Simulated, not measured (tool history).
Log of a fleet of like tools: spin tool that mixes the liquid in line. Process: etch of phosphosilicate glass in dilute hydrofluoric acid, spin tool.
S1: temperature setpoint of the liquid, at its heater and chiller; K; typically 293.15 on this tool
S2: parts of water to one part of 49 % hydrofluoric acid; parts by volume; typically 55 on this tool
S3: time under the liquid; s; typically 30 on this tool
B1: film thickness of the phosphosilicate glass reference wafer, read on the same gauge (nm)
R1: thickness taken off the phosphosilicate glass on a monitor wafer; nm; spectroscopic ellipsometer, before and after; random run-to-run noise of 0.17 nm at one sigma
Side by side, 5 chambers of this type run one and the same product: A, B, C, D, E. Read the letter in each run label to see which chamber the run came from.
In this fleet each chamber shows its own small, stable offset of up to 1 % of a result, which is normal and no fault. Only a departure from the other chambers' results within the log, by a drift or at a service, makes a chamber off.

run	day	S1	S2	S3	B1	R1
1E	0.179	293.15	55	30	100.020	33.880
2A	0.492	293.15	55	30	99.977	33.991
3B	0.775	293.15	55	30	99.997	34.513
4C	1.125	293.15	55	30	99.994	34.650
5D	1.346	293.15	55	30	100.000	34.186
6C	1.675	293.15	55	30	100.030	34.325
7E	1.896	293.15	55	30	100.020	33.987
8D	2.242	293.15	55	30	99.993	33.977
9B	2.542	296.65	55	45	99.978	60.532
10A	2.846	296.65	55	45	99.992	59.285
11D	3.058	296.65	55	45	100.000	58.978
12A	3.350	296.65	55	45	99.973	58.813
13E	3.696	296.65	55	45	100.030	58.760
14B	4.054	293.15	55	30	100.010	34.637
15C	4.400	297.65	55	15	99.976	20.749
16E	4.717	297.65	55	15	100.010	20.590
17B	5.025	297.65	55	15	100.000	21.027
18D	5.404	297.65	55	15	100.000	20.296
19A	5.588	297.65	55	15	100.000	20.260
20C	5.779	293.15	65	15	99.979	14.511
21C	6.146	293.15	65	15	100.030	14.352
22A	6.379	293.15	65	15	99.987	14.088
23D	6.750	293.15	65	15	99.990	14.075
24B	7.088	293.15	65	15	99.990	14.517
25E	7.346	293.15	55	30	99.975	33.858
# day 7.404: chamber E: hydrofluoric acid flow meter replaced
26E	7.712	296.15	30	30	99.989	72.775
27B	7.892	296.15	30	30	100.010	72.984
28A	8.262	296.15	30	30	100.020	72.076
29D	8.454	296.15	30	30	100.000	72.852
30C	8.838	296.15	30	30	100.010	73.471
31E	9.179	293.15	55	30	99.990	33.738
32D	9.525	290.65	55	30	99.982	30.571
33B	9.733	290.65	55	30	100.010	31.165
34A	10.129	290.65	55	30	100.010	29.872
35C	10.362	290.65	55	30	99.971	30.808
36A	10.612	290.65	55	30	100.030	29.564
37E	10.979	293.15	55	30	99.993	33.906
38D	11.175	293.15	55	30	100.020	34.036
39C	11.483	293.15	55	30	100.000	34.344
40B	11.862	293.15	55	30	100.010	34.518
41B	12.221	293.15	55	30	99.980	34.588
42A	12.446	293.15	55	30	99.998	32.941

For the next run the whole fleet of 5 chambers uses the same settings. Give each chamber's results:
43A	12.729	293.15	55	30		?
43B	12.729	293.15	55	30		?
43C	12.729	293.15	55	30		?
43D	12.729	293.15	55	30		?
43E	12.729	293.15	55	30		?

run	R1
43A	32.711
43B	34.509
43C	34.201
43D	33.671
43E	33.961
